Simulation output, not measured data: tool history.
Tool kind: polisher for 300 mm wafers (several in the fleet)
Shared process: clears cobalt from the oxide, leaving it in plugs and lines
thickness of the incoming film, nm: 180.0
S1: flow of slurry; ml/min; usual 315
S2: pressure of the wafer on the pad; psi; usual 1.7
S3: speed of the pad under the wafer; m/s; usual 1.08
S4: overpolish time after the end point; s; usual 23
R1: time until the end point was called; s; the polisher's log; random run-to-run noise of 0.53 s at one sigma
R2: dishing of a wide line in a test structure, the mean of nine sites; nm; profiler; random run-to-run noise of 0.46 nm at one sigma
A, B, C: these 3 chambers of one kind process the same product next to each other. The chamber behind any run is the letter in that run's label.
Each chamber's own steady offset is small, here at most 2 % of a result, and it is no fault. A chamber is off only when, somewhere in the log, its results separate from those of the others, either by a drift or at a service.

run,hour,S1,S2,S3,S4,R1,R2
# hour 4.5: chamber C: worn pad replaced by a new one
1C,9.7,315,1.7,1.08,23,38.117,35.784
2A,20.6,315,1.7,1.08,23,38.283,36.322
# hour 25.6: chamber B: worn pad replaced by a new one
# hour 27.7: chamber A: worn pad replaced by a new one
3B,27.8,315,1.7,1.08,23,38.711,35.734
4C,36.3,315,1.7,1.08,23,37.679,36.548
5A,46.9,315,1.7,1.08,23,38.63,35.776
6B,59.1,315,1.7,1.08,23,38.428,35.32
# hour 61.2: chamber C: worn pad replaced by a new one
7A,66.5,315,1.7,1.08,23,38.679,35.458
# hour 70: chamber A: slurry nozzle cleaned
8B,71.9,315,1.7,1.08,23,38.998,36.117
9C,79.3,315,1.7,1.08,23,38.225,36.596
# hour 80.6: chamber B: worn pad replaced by a new one
# hour 81.4: chamber A: worn pad replaced by a new one
10C,91.4,355,1.5,1.08,23,42.932,35.594
11A,101.7,355,1.5,1.08,23,41.843,34.836
# hour 107.8: chamber C: worn pad replaced by a new one
12B,108.7,355,1.5,1.08,23,43.232,35.834
13A,114.4,355,1.7,0.9,23,46.308,33.529
14B,120.5,355,1.7,0.9,23,46.572,34.936
15C,125.9,355,1.7,0.9,23,45.483,34.987
16B,132,315,1.7,1.08,23,38.139,36.115
# hour 135.3: chamber A: worn pad replaced by a new one
# hour 140.6: chamber B: worn pad replaced by a new one
17C,142.4,315,1.7,1.08,23,38.152,36.297
18A,152.2,315,1.7,1.08,23,38.514,36.34
19A,162.1,315,1.7,1.08,23,38.967,35.595
# hour 165.1: chamber C: worn pad replaced by a new one
20B,170.7,400,1.7,1.08,23,37.823,35.281
21C,181.6,400,1.7,1.08,23,36.863,35.585
22A,188.4,400,1.7,1.08,23,38.387,35.029
# hour 188.6: chamber A: worn pad replaced by a new one
# hour 192.5: chamber B: worn pad replaced by a new one
23C,199.6,315,1.7,1.08,23,37.838,36.449
24B,207,315,1.7,1.08,23,38.463,36.586
# hour 209.9: chamber C: worn pad replaced by a new one
25A,218.3,275,1.7,1.08,23,38.92,35.783
26B,223.7,275,1.7,1.08,23,38.207,36.439
# hour 228: chamber B: slurry nozzle cleaned
27C,229.4,275,1.7,1.08,23,38.905,35.994
28B,237.4,315,1.7,1.08,23,37.685,37.087
# hour 242.1: chamber A: worn pad replaced by a new one
29A,248,315,1.7,1.08,23,39.804,35.319
30C,254.2,315,1.7,1.08,23,37.739,35.718

All chambers now run identical settings, listed one chamber a line with results as question marks. What results will each chamber show?
31A,263,315,1.7,1.08,23,?,?
31B,263,315,1.7,1.08,23,?,?
31C,263,315,1.7,1.08,23,?,?

run,R1,R2
31A,38.604,35.879
31B,37.922,36.001
31C,36.957,35.715

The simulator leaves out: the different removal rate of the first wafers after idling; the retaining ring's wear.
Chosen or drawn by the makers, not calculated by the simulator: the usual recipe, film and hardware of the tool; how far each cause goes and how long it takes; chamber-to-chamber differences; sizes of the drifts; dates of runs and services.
